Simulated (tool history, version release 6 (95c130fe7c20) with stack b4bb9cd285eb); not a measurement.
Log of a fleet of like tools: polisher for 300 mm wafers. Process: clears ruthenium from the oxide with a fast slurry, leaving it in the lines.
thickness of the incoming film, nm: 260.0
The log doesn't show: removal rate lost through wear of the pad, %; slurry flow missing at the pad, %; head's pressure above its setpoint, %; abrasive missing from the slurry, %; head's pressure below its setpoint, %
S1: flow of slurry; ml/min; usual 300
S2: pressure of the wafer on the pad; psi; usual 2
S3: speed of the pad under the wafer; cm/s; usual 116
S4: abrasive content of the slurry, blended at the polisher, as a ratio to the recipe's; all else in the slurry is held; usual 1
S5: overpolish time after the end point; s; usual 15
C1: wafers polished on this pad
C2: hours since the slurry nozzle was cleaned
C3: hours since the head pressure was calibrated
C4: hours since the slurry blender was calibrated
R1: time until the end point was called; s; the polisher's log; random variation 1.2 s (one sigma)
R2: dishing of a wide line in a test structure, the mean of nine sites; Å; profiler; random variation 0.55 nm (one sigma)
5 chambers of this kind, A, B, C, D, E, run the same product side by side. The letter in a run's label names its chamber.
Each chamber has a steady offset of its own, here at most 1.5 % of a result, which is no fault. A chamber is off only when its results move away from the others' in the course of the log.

-- hour=2.8 chamber C: worn pad replaced by a new one
-- hour=2.8 chamber A: slurry nozzle cleaned
run 1C hour=9.2 | S1=300 S2=2 S3=116 S4=1 S5=15 | C1=76 C2=115.3 C3=515.5 C4=74.6 | R1=84.875 R2=320.51
run 2D hour=17.7 | S1=300 S2=2 S3=116 S4=1 S5=15 | C1=653 C2=216.8 C3=325.6 C4=33.9 | R1=85.249 R2=319.95
-- hour=19.2 chamber E: slurry blender recalibrated
run 3B hour=27.4 | S1=300 S2=2 S3=116 S4=1 S5=15 | C1=751 C2=320.9 C3=886.5 C4=347.8 | R1=86.325 R2=324.42
-- hour=31.7 chamber E: worn pad replaced by a new one
run 4A hour=36.4 | S1=300 S2=2 S3=116 S4=1 S5=15 | C1=916 C2=33.6 C3=110.9 C4=150.4 | R1=84.857 R2=322.73
-- hour=47.7 chamber B: worn pad replaced by a new one
run 5E hour=48.9 | S1=300 S2=2 S3=116 S4=1 S5=15 | C1=206 C2=386.9 C3=414.9 C4=29.7 | R1=86.275 R2=324.44
run 6C hour=60.1 | S1=300 S2=2 S3=116 S4=1 S5=15 | C1=683 C2=166.2 C3=566.4 C4=125.5 | R1=84.421 R2=330.27
run 7A hour=67.3 | S1=300 S2=2 S3=116 S4=1 S5=15 | C1=1285 C2=64.5 C3=141.8 C4=181.3 | R1=85.501 R2=321.21
-- hour=73.6 chamber B: slurry blender recalibrated
run 8B hour=73.9 | S1=300 S2=2 S3=116 S4=1 S5=15 | C1=313 C2=367.4 C3=933 C4=0.3 | R1=86.34 R2=329.32
-- hour=78.6 chamber D: worn pad replaced by a new one
run 9E hour=80.5 | S1=300 S2=2 S3=116 S4=1.15 S5=15 | C1=582 C2=418.5 C3=446.5 C4=61.3 | R1=80.461 R2=346.08
-- hour=86.6 chamber C: worn pad replaced by a new one
run 10D hour=91 | S1=300 S2=2 S3=116 S4=1.15 S5=15 | C1=148 C2=290.1 C3=398.9 C4=107.2 | R1=80.099 R2=339.95
-- hour=92.9 chamber A: worn pad replaced by a new one
-- hour=100.8 chamber E: worn pad replaced by a new one
run 11D hour=101.8 | S1=300 S2=2 S3=116 S4=1.15 S5=15 | C1=276 C2=300.9 C3=409.7 C4=118 | R1=78.479 R2=335.18
-- hour=109.3 chamber E: head pressure recalibrated
run 12E hour=112.6 | S1=300 S2=2 S3=116 S4=1.15 S5=15 | C1=141 C2=450.6 C3=3.3 C4=93.4 | R1=80.272 R2=341.01
run 13A hour=121.8 | S1=300 S2=2 S3=116 S4=1.15 S5=15 | C1=345 C2=119 C3=196.3 C4=235.8 | R1=79.297 R2=343.53
-- hour=124.4 chamber B: worn pad replaced by a new one
run 14B hour=127.2 | S1=300 S2=2 S3=116 S4=1 S5=15 | C1=34 C2=420.7 C3=986.3 C4=53.6 | R1=85.637 R2=331.17
run 15C hour=134.3 | S1=300 S2=2 S3=116 S4=1 S5=15 | C1=568 C2=240.4 C3=640.6 C4=199.7 | R1=83.491 R2=325.91
run 16B hour=145.1 | S1=240 S2=2 S3=116 S4=1 S5=15 | C1=247 C2=438.6 C3=1004.2 C4=71.5 | R1=87.792 R2=309.84
run 17D hour=155.3 | S1=240 S2=2 S3=116 S4=1 S5=15 | C1=914 C2=354.4 C3=463.2 C4=171.5 | R1=84.174 R2=310.63
run 18C hour=161.6 | S1=240 S2=2 S3=116 S4=1 S5=15 | C1=894 C2=267.7 C3=667.9 C4=227 | R1=86.467 R2=316.99
-- hour=165.1 chamber C: worn pad replaced by a new one
-- hour=166.2 chamber D: slurry blender recalibrated
run 19A hour=173.6 | S1=240 S2=2 S3=116 S4=1 S5=15 | C1=962 C2=170.8 C3=248.1 C4=287.6 | R1=88.508 R2=312.57
-- hour=179.3 chamber D: worn pad replaced by a new one
run 20E hour=184.9 | S1=240 S2=2 S3=116 S4=1 S5=15 | C1=1003 C2=522.9 C3=75.6 C4=165.7 | R1=86.589 R2=318.03
-- hour=186.7 chamber E: worn pad replaced by a new one
-- hour=189.3 chamber B: worn pad replaced by a new one
run 21A hour=193.1 | S1=300 S2=2 S3=116 S4=1 S5=15 | C1=1195 C2=190.3 C3=267.6 C4=307.1 | R1=85.97 R2=312.07
run 22D hour=205 | S1=300 S2=2 S3=116 S4=1 S5=15 | C1=307 C2=404.1 C3=512.9 C4=38.8 | R1=85.67 R2=323.25
-- hour=211.4 chamber A: worn pad replaced by a new one
run 23C hour=214.7 | S1=300 S2=2 S3=116 S4=1 S5=15 | C1=592 C2=320.8 C3=721 C4=280.1 | R1=84.092 R2=320.89
-- hour=218.3 chamber A: slurry nozzle cleaned
run 24B hour=222.9 | S1=300 S2=2 S3=116 S4=1 S5=15 | C1=401 C2=516.4 C3=1082 C4=149.3 | R1=87.123 R2=315.93
-- hour=230.6 chamber C: slurry blender recalibrated
run 25E hour=231.7 | S1=300 S2=2 S3=116 S4=1 S5=15 | C1=537 C2=569.7 C3=122.4 C4=212.5 | R1=83.842 R2=322.88
run 26E hour=241.1 | S1=300 S2=2 S3=116 S4=1 S5=15 | C1=649 C2=579.1 C3=131.8 C4=221.9 | R1=85.415 R2=318.02
-- hour=245.9 chamber C: worn pad replaced by a new one
run 27D hour=252.7 | S1=300 S2=2 S3=116 S4=1 S5=15 | C1=875 C2=451.8 C3=560.6 C4=86.5 | R1=84.579 R2=325.87
-- hour=254.2 chamber B: worn pad replaced by a new one
run 28C hour=264.6 | S1=300 S2=2 S3=116 S4=1 S5=15 | C1=223 C2=370.7 C3=770.9 C4=34.1 | R1=84.09 R2=321.66
-- hour=269.5 chamber E: worn pad replaced by a new one
run 29B hour=271.3 | S1=300 S2=2 S3=116 S4=1 S5=15 | C1=204 C2=564.8 C3=1130.4 C4=197.7 | R1=91.82 R2=309.73
run 30A hour=277.4 | S1=300 S2=2 S3=116 S4=1 S5=15 | C1=787 C2=59.2 C3=351.9 C4=391.4 | R1=86.956 R2=320.3
-- hour=282.1 chamber D: worn pad replaced by a new one
run 31A hour=286.2 | S1=300 S2=2 S3=116 S4=1 S5=15 | C1=892 C2=68 C3=360.7 C4=400.2 | R1=85.61 R2=318.38
run 32D hour=292.7 | S1=300 S2=2 S3=116 S4=1 S5=15 | C1=127 C2=491.8 C3=600.6 C4=126.5 | R1=82.757 R2=329.44
run 33B hour=300.5 | S1=300 S2=2 S3=116 S4=1 S5=15 | C1=552 C2=594 C3=1159.6 C4=226.9 | R1=90.266 R2=311.07
-- hour=308.4 chamber E: slurry blender recalibrated
run 34C hour=311.2 | S1=300 S2=2 S3=116 S4=1 S5=15 | C1=778 C2=417.3 C3=817.5 C4=80.7 | R1=84.046 R2=316.76
-- hour=314.1 chamber D: slurry blender recalibrated
-- hour=320.5 chamber A: slurry blender recalibrated
run 35E hour=323.6 | S1=300 S2=2 S3=116 S4=1 S5=15 | C1=645 C2=661.6 C3=214.3 C4=15.2 | R1=86.835 R2=326.4
-- hour=325.5 chamber C: worn pad replaced by a new one
-- hour=325.5 chamber A: worn pad replaced by a new one
run 36B hour=331.4 | S1=300 S2=2 S3=116 S4=1 S5=15 | C1=920 C2=624.9 C3=1190.5 C4=257.8 | R1=91.524 R2=307.46
run 37E hour=338.9 | S1=300 S2=2 S3=116 S4=1 S5=15 | C1=827 C2=676.9 C3=229.6 C4=30.5 | R1=86.639 R2=331.01
run 38D hour=349.8 | S1=300 S2=2 S3=116 S4=1 S5=15 | C1=807 C2=548.9 C3=657.7 C4=35.8 | R1=82.897 R2=331.9
run 39C hour=356.2 | S1=300 S2=2 S3=116 S4=1 S5=15 | C1=366 C2=462.3 C3=862.5 C4=125.7 | R1=83.527 R2=323.25
run 40A hour=366.8 | S1=300 S2=2 S3=116 S4=1 S5=15 | C1=492 C2=148.6 C3=441.3 C4=46.4 | R1=83.786 R2=321.72
run 41A hour=375.4 | S1=300 S2=2 S3=116 S4=1 S5=15 | C1=595 C2=157.2 C3=449.9 C4=55 | R1=85.082 R2=321.52

Next, every chamber runs the same settings. What will each give?
run 42A hour=384.3 | S1=300 S2=2 S3=116 S4=1 S5=15 | R1=? R2=?
run 42B hour=384.3 | S1=300 S2=2 S3=116 S4=1 S5=15 | R1=? R2=?
run 42C hour=384.3 | S1=300 S2=2 S3=116 S4=1 S5=15 | R1=? R2=?
run 42D hour=384.3 | S1=300 S2=2 S3=116 S4=1 S5=15 | R1=? R2=?
run 42E hour=384.3 | S1=300 S2=2 S3=116 S4=1 S5=15 | R1=? R2=?

run=42A R1=84.879 R2=325.66
run=42B R1=94.726 R2=305.76
run=42C R1=85.606 R2=326.92
run=42D R1=81.477 R2=319.36
run=42E R1=83.485 R2=321.75

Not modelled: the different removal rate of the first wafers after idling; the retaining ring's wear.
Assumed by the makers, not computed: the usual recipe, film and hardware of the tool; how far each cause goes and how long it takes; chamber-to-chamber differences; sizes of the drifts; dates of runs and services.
